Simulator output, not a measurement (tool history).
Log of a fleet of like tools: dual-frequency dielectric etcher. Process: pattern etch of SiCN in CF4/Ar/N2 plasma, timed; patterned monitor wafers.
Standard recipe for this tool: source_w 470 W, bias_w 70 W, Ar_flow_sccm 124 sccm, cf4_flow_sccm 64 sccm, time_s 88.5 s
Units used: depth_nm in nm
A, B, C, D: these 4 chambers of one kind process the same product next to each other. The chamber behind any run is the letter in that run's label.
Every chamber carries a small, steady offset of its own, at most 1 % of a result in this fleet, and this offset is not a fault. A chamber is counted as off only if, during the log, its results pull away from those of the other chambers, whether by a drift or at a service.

run	hour	source_w	bias_w	Ar_flow_sccm	cf4_flow_sccm	time_s	read-back reference wafer on the same gauge, depth_nm	depth_nm
1A	8.4	470	70	124	64	88.5	68.152	73.624
2C	17.6	470	70	124	64	88.5	68.118	74.067
3B	25	470	70	124	64	88.5	68.224	75.116
4D	32.8	470	70	124	64	88.5	68.191	75.25
5B	40	470	70	124	64	88.5	68.259	74.946
6A	50.8	470	70	124	64	88.5	68.12	73.34
7C	58.7	470	70	124	64	88.5	68.229	74.208
# hour 59.5: chamber B: Ar flow controller replaced
8D	69	470	70	124	64	88.5	68.183	75.532
9B	75.5	470	70	124	64	88.5	68.255	75.031
10C	85.1	470	70	124	64	88.5	68.17	74.312
11D	96.9	470	70	124	64	88.5	68.195	74.527
12A	105.3	470	70	124	49	88.5	68.261	70.244
13D	115	470	70	124	49	88.5	68.218	71.586
14C	122.5	470	70	124	49	88.5	68.283	71.599
15A	134.5	470	70	124	49	88.5	68.21	70.47
# hour 138.9: chamber B: wet clean of the chamber
16B	140.7	470	70	124	64	88.5	68.16	74.247
17C	149.8	470	70	124	64	88.5	68.251	73.976
18A	157.7	470	70	124	64	88.5	68.196	73.95
19D	165.2	470	70	124	64	88.5	68.157	75.867
# hour 167: chamber C: Ar flow controller replaced
20B	177.3	470	70	124	64	88.5	68.144	74.582
21D	184.3	470	70	124	64	88.5	68.168	75.384
22B	193.2	470	70	124	64	88.5	68.199	75.213
23C	202.3	470	70	124	64	88.5	68.184	74.412
24A	213.1	470	70	124	64	88.5	68.306	74.226
25B	225	470	70	124	64	88.5	68.093	74.213
26C	232.6	470	70	124	64	88.5	68.235	74.173
27A	240	470	70	124	64	88.5	68.225	73.21
28D	252.9	470	70	124	64	88.5	68.211	75.35
29A	263.7	470	70	124	64	88.5	68.236	73.813
30C	276.3	470	70	124	64	88.5	68.225	75.038
31B	285.4	470	70	124	64	88.5	68.184	74.321

Each of the 4 chambers runs these same settings next. Fill in every chamber's results:
32A	294.9	520	70	124	64	88.5		?
32B	294.9	520	70	124	64	88.5		?
32C	294.9	520	70	124	64	88.5		?
32D	294.9	520	70	124	64	88.5		?

run	depth_nm
32A	80.492
32B	81.698
32C	81.226
32D	82.223
